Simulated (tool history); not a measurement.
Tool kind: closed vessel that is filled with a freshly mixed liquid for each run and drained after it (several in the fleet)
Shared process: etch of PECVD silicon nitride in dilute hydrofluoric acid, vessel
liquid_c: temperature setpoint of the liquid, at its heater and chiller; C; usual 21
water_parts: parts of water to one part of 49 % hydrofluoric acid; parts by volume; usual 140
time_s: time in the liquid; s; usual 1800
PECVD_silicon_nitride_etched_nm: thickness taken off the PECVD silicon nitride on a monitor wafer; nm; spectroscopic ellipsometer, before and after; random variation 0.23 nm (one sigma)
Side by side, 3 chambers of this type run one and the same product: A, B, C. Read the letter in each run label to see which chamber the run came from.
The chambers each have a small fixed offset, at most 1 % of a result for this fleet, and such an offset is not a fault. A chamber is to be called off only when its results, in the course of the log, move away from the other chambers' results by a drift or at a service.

run   hour  liquid_c  water_parts  time_s  hours since the thermometer was replaced  hours since the hydrofluoric acid flow meter was replaced  read-back film thickness of the PECVD silicon nitride reference wafer, read on the same gauge (nm)  PECVD_silicon_nitride_etched_nm
 1C    9.3        21          140    1800                                     529.6                                                      820.1                                                                                              60.001                           26.948
 2B   18.1        21          140    1800                                     391.5                                                      357.4                                                                                              59.997                           27.227
 3A   27.3        21          140    1800                                     196.1                                                      473.4                                                                                              59.999                           27.479
 4A   41.1        21          140    1800                                     209.9                                                      487.2                                                                                              59.985                           27.127
 5C   49.6        21          140    1800                                     569.9                                                      860.4                                                                                              59.985                           26.972
 6B   62.7        21          140    1800                                     436.1                                                      402.0                                                                                              60.017                           27.661
 7B   74.7        21          140    1800                                     448.1                                                      414.0                                                                                              60.020                           27.323
 8A   83.1        21          140    1800                                     251.9                                                      529.2                                                                                              59.990                           27.618
 9C   93.9        23          195    1800                                     614.2                                                      904.7                                                                                              60.002                           22.739
10C  107.8        23          195    1800                                     628.1                                                      918.6                                                                                              59.987                           22.946
     114.8  -- chamber A: hydrofluoric acid flow meter replaced
11A  121.2        23          195    1800                                     290.0                                                        6.5                                                                                              60.001                           22.471
12B  130.1        21          140    1800                                     503.5                                                      469.4                                                                                              59.994                           27.525
13C  137.8        21          140    1800                                     658.1                                                      948.6                                                                                              60.008                           28.429
14B  151.7        21          140    1800                                     525.1                                                      491.0                                                                                              60.003                           27.177
15A  164.1        21          140    1800                                     332.9                                                       49.4                                                                                              60.011                           27.225
16B  171.2        21          140    1800                                     544.6                                                      510.5                                                                                              60.004                           27.072
17C  178.4        21          140    1800                                     698.7                                                      989.2                                                                                              60.004                           28.718
18A  188.6        21          140    1800                                     357.4                                                       73.9                                                                                              60.000                           27.051
19B  202.5        21          140    1800                                     575.9                                                      541.8                                                                                              60.004                           27.006
20A  214.7        23           95    1800                                     383.5                                                      100.0                                                                                              60.011                           45.581

Has any chamber moved away from the others, gradually or after a service, or does the common gauge drift, or do the chambers differ only by their own small steady offsets? State the chamber and the most likely cause if one applies.

Chamber C drifts away from the others.
What lies behind it: hydrofluoric acid flow above the setpoint (%) = 8.63.
With only this log, it may be confused with: liquid hotter than its thermometer reads (K).

Which of the 4 candidates below, each the usual settings with something changed and its results left as question marks, puts chamber C back in line with what the other chambers give on the usual settings?
In line here means within this much of the mean the other chambers give on the usual settings: PECVD_silicon_nitride_etched_nm 0.790 nm
21C-1  226.3        21          130    1800                                                                                                                                                                                                                                         ?
21C-2  226.3        21          140    1760                                                                                                                                                                                                                                         ?
21C-3  226.3        21          140    1655                                                                                                                                                                                                                                         ?
21C-4  226.3        21          135    1800                                                                                                                                                                                                                                         ?

Mean of the other chambers on the usual settings: PECVD_silicon_nitride_etched_nm 27.128 nm
  run  PECVD_silicon_nitride_etched_nm
21C-1                           31.759
21C-2                           28.878
21C-3                           27.156
21C-4                           30.606
Change 21C-3 lands the chamber within the allowed miss of the other chambers.
